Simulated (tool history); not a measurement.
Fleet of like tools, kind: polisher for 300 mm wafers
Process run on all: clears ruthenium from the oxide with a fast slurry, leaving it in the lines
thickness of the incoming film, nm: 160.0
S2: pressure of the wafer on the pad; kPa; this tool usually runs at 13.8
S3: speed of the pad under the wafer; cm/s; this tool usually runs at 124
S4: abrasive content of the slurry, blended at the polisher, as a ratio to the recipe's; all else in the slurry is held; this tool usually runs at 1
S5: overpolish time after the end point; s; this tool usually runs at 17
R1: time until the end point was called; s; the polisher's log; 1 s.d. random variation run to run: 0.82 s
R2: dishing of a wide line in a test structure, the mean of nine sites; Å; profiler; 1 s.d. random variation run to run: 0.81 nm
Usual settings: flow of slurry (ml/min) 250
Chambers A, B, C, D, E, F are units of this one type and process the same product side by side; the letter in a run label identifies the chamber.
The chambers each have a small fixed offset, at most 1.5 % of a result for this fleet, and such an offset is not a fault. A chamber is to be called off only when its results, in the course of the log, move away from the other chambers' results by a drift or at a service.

{"run": "1F", "hour": 5.0, "flow of slurry (ml/min)": 250, "S2": 13.8, "S3": 124, "S4": 1, "S5": 17, "R1": 45.48, "R2": 491.83}
{"hour": 5.4, "done": "chamber A: worn pad replaced by a new one"}
{"hour": 8.7, "done": "chamber B: worn pad replaced by a new one"}
{"run": "2D", "hour": 10.7, "flow of slurry (ml/min)": 250, "S2": 13.8, "S3": 124, "S4": 1, "S5": 17, "R1": 45.279, "R2": 468.04}
{"run": "3E", "hour": 16.7, "flow of slurry (ml/min)": 250, "S2": 13.8, "S3": 124, "S4": 1, "S5": 17, "R1": 46.366, "R2": 466.17}
{"run": "4C", "hour": 21.1, "flow of slurry (ml/min)": 250, "S2": 13.8, "S3": 124, "S4": 1, "S5": 17, "R1": 47.43, "R2": 473.01}
{"hour": 27.2, "done": "chamber A: slurry nozzle cleaned"}
{"run": "5A", "hour": 29.1, "flow of slurry (ml/min)": 250, "S2": 13.8, "S3": 124, "S4": 1, "S5": 17, "R1": 45.562, "R2": 481.13}
{"hour": 31.5, "done": "chamber E: slurry nozzle cleaned"}
{"hour": 36.1, "done": "chamber F: worn pad replaced by a new one"}
{"run": "6B", "hour": 38.2, "flow of slurry (ml/min)": 330, "S2": 13.8, "S3": 124, "S4": 1, "S5": 24, "R1": 45.943, "R2": 666.85}
{"run": "7C", "hour": 42.4, "flow of slurry (ml/min)": 330, "S2": 13.8, "S3": 124, "S4": 1, "S5": 24, "R1": 44.497, "R2": 659.78}
{"hour": 44.8, "done": "chamber E: slurry blender recalibrated"}
{"run": "8F", "hour": 47.1, "flow of slurry (ml/min)": 330, "S2": 13.8, "S3": 124, "S4": 1, "S5": 24, "R1": 46.665, "R2": 655.66}
{"hour": 49.1, "done": "chamber A: head pressure recalibrated"}
{"hour": 50.3, "done": "chamber D: worn pad replaced by a new one"}
{"run": "9D", "hour": 52.5, "flow of slurry (ml/min)": 330, "S2": 13.8, "S3": 124, "S4": 1, "S5": 24, "R1": 44.956, "R2": 679.65}
{"hour": 54.3, "done": "chamber A: slurry blender recalibrated"}
{"run": "10B", "hour": 56.5, "flow of slurry (ml/min)": 330, "S2": 13.8, "S3": 124, "S4": 1, "S5": 24, "R1": 46.476, "R2": 663.44}
{"hour": 56.7, "done": "chamber C: head pressure recalibrated"}
{"hour": 59.4, "done": "chamber F: slurry blender recalibrated"}
{"run": "11E", "hour": 62.3, "flow of slurry (ml/min)": 330, "S2": 13.8, "S3": 124, "S4": 1, "S5": 24, "R1": 46.772, "R2": 669.13}
{"hour": 63.9, "done": "chamber C: slurry nozzle cleaned"}
{"run": "12A", "hour": 69.0, "flow of slurry (ml/min)": 250, "S2": 13.8, "S3": 124, "S4": 1, "S5": 17, "R1": 46.347, "R2": 465.76}
{"run": "13E", "hour": 75.1, "flow of slurry (ml/min)": 250, "S2": 13.8, "S3": 124, "S4": 1, "S5": 17, "R1": 48.583, "R2": 479.63}
{"run": "14A", "hour": 83.6, "flow of slurry (ml/min)": 250, "S2": 13.8, "S3": 124, "S4": 1, "S5": 17, "R1": 46.706, "R2": 470.05}
{"hour": 89.4, "done": "chamber C: worn pad replaced by a new one"}
{"hour": 90.3, "done": "chamber E: worn pad replaced by a new one"}
{"run": "15B", "hour": 92.3, "flow of slurry (ml/min)": 250, "S2": 13.8, "S3": 124, "S4": 1, "S5": 17, "R1": 48.514, "R2": 470.33}
{"hour": 95.8, "done": "chamber A: worn pad replaced by a new one"}
{"hour": 97.8, "done": "chamber B: worn pad replaced by a new one"}
{"run": "16D", "hour": 98.9, "flow of slurry (ml/min)": 250, "S2": 13.8, "S3": 124, "S4": 1, "S5": 17, "R1": 46.925, "R2": 474.95}
{"run": "17F", "hour": 103.3, "flow of slurry (ml/min)": 250, "S2": 13.8, "S3": 124, "S4": 1, "S5": 17, "R1": 47.08, "R2": 465.25}
{"run": "18C", "hour": 107.6, "flow of slurry (ml/min)": 250, "S2": 13.8, "S3": 124, "S4": 1, "S5": 17, "R1": 47.442, "R2": 477.25}
{"hour": 111.9, "done": "chamber D: slurry nozzle cleaned"}
{"hour": 113.4, "done": "chamber D: worn pad replaced by a new one"}
{"hour": 113.5, "done": "chamber F: worn pad replaced by a new one"}
{"run": "19D", "hour": 115.4, "flow of slurry (ml/min)": 250, "S2": 13.8, "S3": 124, "S4": 1, "S5": 17, "R1": 45.958, "R2": 475.08}
{"run": "20F", "hour": 119.5, "flow of slurry (ml/min)": 250, "S2": 13.8, "S3": 124, "S4": 1, "S5": 17, "R1": 47.839, "R2": 473.63}
{"hour": 124.7, "done": "chamber C: slurry blender recalibrated"}
{"run": "21A", "hour": 128.5, "flow of slurry (ml/min)": 250, "S2": 13.8, "S3": 124, "S4": 1, "S5": 17, "R1": 47.22, "R2": 475.8}
{"run": "22C", "hour": 135.5, "flow of slurry (ml/min)": 250, "S2": 13.8, "S3": 124, "S4": 1, "S5": 17, "R1": 47.308, "R2": 480.27}
{"run": "23B", "hour": 144.3, "flow of slurry (ml/min)": 185, "S2": 11.7, "S3": 124, "S4": 1, "S5": 17, "R1": 59.404, "R2": 397.52}
{"run": "24E", "hour": 152.8, "flow of slurry (ml/min)": 185, "S2": 11.7, "S3": 124, "S4": 1, "S5": 17, "R1": 58.937, "R2": 396.89}
{"hour": 154.1, "done": "chamber B: slurry nozzle cleaned"}
{"run": "25C", "hour": 159.5, "flow of slurry (ml/min)": 185, "S2": 11.7, "S3": 124, "S4": 1, "S5": 17, "R1": 58.517, "R2": 394.22}
{"hour": 160.9, "done": "chamber D: slurry blender recalibrated"}
{"hour": 162.2, "done": "chamber A: slurry blender recalibrated"}
{"run": "26B", "hour": 165.2, "flow of slurry (ml/min)": 185, "S2": 11.7, "S3": 124, "S4": 1, "S5": 17, "R1": 59.668, "R2": 397.64}
{"run": "27F", "hour": 172.3, "flow of slurry (ml/min)": 185, "S2": 11.7, "S3": 124, "S4": 1, "S5": 17, "R1": 57.604, "R2": 397.14}
{"hour": 172.4, "done": "chamber B: slurry blender recalibrated"}
{"hour": 174.2, "done": "chamber E: head pressure recalibrated"}
{"hour": 175.6, "done": "chamber D: head pressure recalibrated"}
{"run": "28E", "hour": 178.1, "flow of slurry (ml/min)": 185, "S2": 11.7, "S3": 124, "S4": 1, "S5": 17, "R1": 56.719, "R2": 389.02}
{"hour": 183.6, "done": "chamber C: worn pad replaced by a new one"}
{"run": "29A", "hour": 184.2, "flow of slurry (ml/min)": 250, "S2": 13.8, "S3": 124, "S4": 1, "S5": 17, "R1": 46.043, "R2": 455.89}
{"hour": 184.4, "done": "chamber B: worn pad replaced by a new one"}
{"hour": 189.0, "done": "chamber D: worn pad replaced by a new one"}
{"run": "30D", "hour": 189.4, "flow of slurry (ml/min)": 250, "S2": 13.8, "S3": 124, "S4": 1, "S5": 17, "R1": 46.274, "R2": 475.45}
{"hour": 190.8, "done": "chamber A: worn pad replaced by a new one"}
{"hour": 191.5, "done": "chamber F: worn pad replaced by a new one"}
{"run": "31F", "hour": 194.3, "flow of slurry (ml/min)": 250, "S2": 13.8, "S3": 124, "S4": 1, "S5": 17, "R1": 46.803, "R2": 472.45}
{"run": "32A", "hour": 200.2, "flow of slurry (ml/min)": 250, "S2": 13.8, "S3": 156, "S4": 1, "S5": 17, "R1": 37.441, "R2": 584.13}
{"run": "33D", "hour": 204.3, "flow of slurry (ml/min)": 250, "S2": 13.8, "S3": 156, "S4": 1, "S5": 17, "R1": 36.621, "R2": 589.21}
{"hour": 209.3, "done": "chamber E: worn pad replaced by a new one"}
{"run": "34C", "hour": 211.1, "flow of slurry (ml/min)": 250, "S2": 13.8, "S3": 156, "S4": 1, "S5": 17, "R1": 37.131, "R2": 586.58}
{"run": "35B", "hour": 215.9, "flow of slurry (ml/min)": 250, "S2": 13.8, "S3": 156, "S4": 1, "S5": 17, "R1": 37.209, "R2": 589.97}
{"run": "36E", "hour": 223.0, "flow of slurry (ml/min)": 250, "S2": 13.8, "S3": 156, "S4": 1, "S5": 17, "R1": 38.497, "R2": 578.62}
{"run": "37D", "hour": 228.0, "flow of slurry (ml/min)": 250, "S2": 13.8, "S3": 156, "S4": 1, "S5": 17, "R1": 37.142, "R2": 581.87}
{"run": "38E", "hour": 236.6, "flow of slurry (ml/min)": 250, "S2": 13.8, "S3": 124, "S4": 1, "S5": 17, "R1": 46.778, "R2": 478.79}
{"run": "39C", "hour": 243.2, "flow of slurry (ml/min)": 250, "S2": 13.8, "S3": 124, "S4": 1, "S5": 17, "R1": 48.179, "R2": 460.54}
{"run": "40F", "hour": 249.4, "flow of slurry (ml/min)": 250, "S2": 13.8, "S3": 124, "S4": 1.25, "S5": 17, "R1": 42.979, "R2": 529.75}
{"run": "41B", "hour": 253.5, "flow of slurry (ml/min)": 250, "S2": 13.8, "S3": 124, "S4": 1.25, "S5": 17, "R1": 43.494, "R2": 522.59}
{"run": "42A", "hour": 262.0, "flow of slurry (ml/min)": 250, "S2": 13.8, "S3": 124, "S4": 1.25, "S5": 17, "R1": 42.852, "R2": 515.01}

Each of the 6 chambers runs these same settings next. Fill in every chamber's results:
{"run": "43A", "hour": 268.5, "flow of slurry (ml/min)": 250, "S2": 13.8, "S3": 124, "S4": 1, "S5": 17, "R1": "?", "R2": "?"}
{"run": "43B", "hour": 268.5, "flow of slurry (ml/min)": 250, "S2": 13.8, "S3": 124, "S4": 1, "S5": 17, "R1": "?", "R2": "?"}
{"run": "43C", "hour": 268.5, "flow of slurry (ml/min)": 250, "S2": 13.8, "S3": 124, "S4": 1, "S5": 17, "R1": "?", "R2": "?"}
{"run": "43D", "hour": 268.5, "flow of slurry (ml/min)": 250, "S2": 13.8, "S3": 124, "S4": 1, "S5": 17, "R1": "?", "R2": "?"}
{"run": "43E", "hour": 268.5, "flow of slurry (ml/min)": 250, "S2": 13.8, "S3": 124, "S4": 1, "S5": 17, "R1": "?", "R2": "?"}
{"run": "43F", "hour": 268.5, "flow of slurry (ml/min)": 250, "S2": 13.8, "S3": 124, "S4": 1, "S5": 17, "R1": "?", "R2": "?"}

run=43A R1=47.095 R2=464.21
run=43B R1=47.198 R2=480.19
run=43C R1=46.43 R2=466.07
run=43D R1=46.615 R2=495.24
run=43E R1=46.551 R2=474.02
run=43F R1=47.396 R2=470.51

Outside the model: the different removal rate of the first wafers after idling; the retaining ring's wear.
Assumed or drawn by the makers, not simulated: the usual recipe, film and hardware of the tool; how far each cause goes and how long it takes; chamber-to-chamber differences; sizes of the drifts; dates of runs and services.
